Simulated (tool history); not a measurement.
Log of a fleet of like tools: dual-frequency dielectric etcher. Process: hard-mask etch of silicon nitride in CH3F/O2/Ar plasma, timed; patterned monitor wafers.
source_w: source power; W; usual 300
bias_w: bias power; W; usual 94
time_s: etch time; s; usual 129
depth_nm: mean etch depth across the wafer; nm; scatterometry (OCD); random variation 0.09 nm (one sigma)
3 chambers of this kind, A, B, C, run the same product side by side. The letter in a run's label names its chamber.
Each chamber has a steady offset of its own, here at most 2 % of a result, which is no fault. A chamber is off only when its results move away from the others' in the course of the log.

run,hour,source_w,bias_w,time_s,hours since the last wet clean,hours since the last source power generator calibration,hours since the last bias power generator calibration,"read-back reference wafer on the same gauge, depth_nm",depth_nm
1B,2.5,300,94,129,85.2,865.0,921.7,77.306,88.775
2C,5.3,300,94,129,256.2,2214.5,1971.5,77.319,90.699
3A,9.1,300,94,129,476.1,1756.6,1187.5,77.320,88.656
4C,11.7,300,94,129,262.6,2220.9,1977.9,77.326,90.457
5B,15.6,300,94,129,98.3,878.1,934.8,77.354,88.800
6A,19.9,300,94,129,486.9,1767.4,1198.3,77.339,88.678
7C,24.8,300,94,129,275.7,2234.0,1991.0,77.387,90.667
8B,27.2,300,94,129,109.9,889.7,946.4,77.382,88.824
9A,31.4,300,94,129,498.4,1778.9,1209.8,77.394,88.758
# hour 31.9: chamber C: bias power generator calibrated
10A,35.0,300,94,129,502.0,1782.5,1213.4,77.389,89.021
11C,40.0,370,94,129,290.9,2249.2,8.1,77.407,98.119
12B,42.1,370,94,129,124.8,904.6,961.3,77.401,95.907
13C,45.2,370,94,129,296.1,2254.4,13.3,77.416,98.044
14A,47.7,300,94,129,514.7,1795.2,1226.1,77.424,89.071
15B,51.6,340,94,146,134.3,914.1,970.8,77.451,105.340
16A,56.5,340,94,146,523.5,1804.0,1234.9,77.474,105.500
17C,59.7,340,94,146,310.6,2268.9,27.8,77.484,107.670
18B,64.7,300,94,129,147.4,927.2,983.9,77.496,89.190
19B,69.1,300,94,129,151.8,931.6,988.3,77.491,89.004
20A,72.3,300,94,129,539.3,1819.8,1250.7,77.500,89.104
21C,74.6,300,94,129,325.5,2283.8,42.7,77.523,90.873
22A,77.1,300,94,129,544.1,1824.6,1255.5,77.509,89.040
23C,81.9,300,94,129,332.8,2291.1,50.0,77.519,90.754
24B,85.7,300,94,129,168.4,948.2,1004.9,77.536,88.904
25B,88.6,300,94,129,171.3,951.1,1007.8,77.534,89.016
26A,92.7,300,94,129,559.7,1840.2,1271.1,77.552,89.113
27C,96.9,300,94,129,347.8,2306.1,65.0,77.546,90.680
28B,100.3,300,94,129,183.0,962.8,1019.5,77.568,88.777
29C,103.1,300,94,129,354.0,2312.3,71.2,77.594,90.803
30A,105.3,300,94,129,572.3,1852.8,1283.7,77.601,88.951
31A,109.5,300,94,141,576.5,1857.0,1287.9,77.594,97.557
32C,113.5,300,94,141,364.4,2322.7,81.6,77.621,99.520

Next, every chamber runs the same settings. What will each give?
33A,117.1,300,94,129,,,,,?
33B,117.1,300,94,129,,,,,?
33C,117.1,300,94,129,,,,,?

run,depth_nm
33A,89.353
33B,89.206
33C,90.901
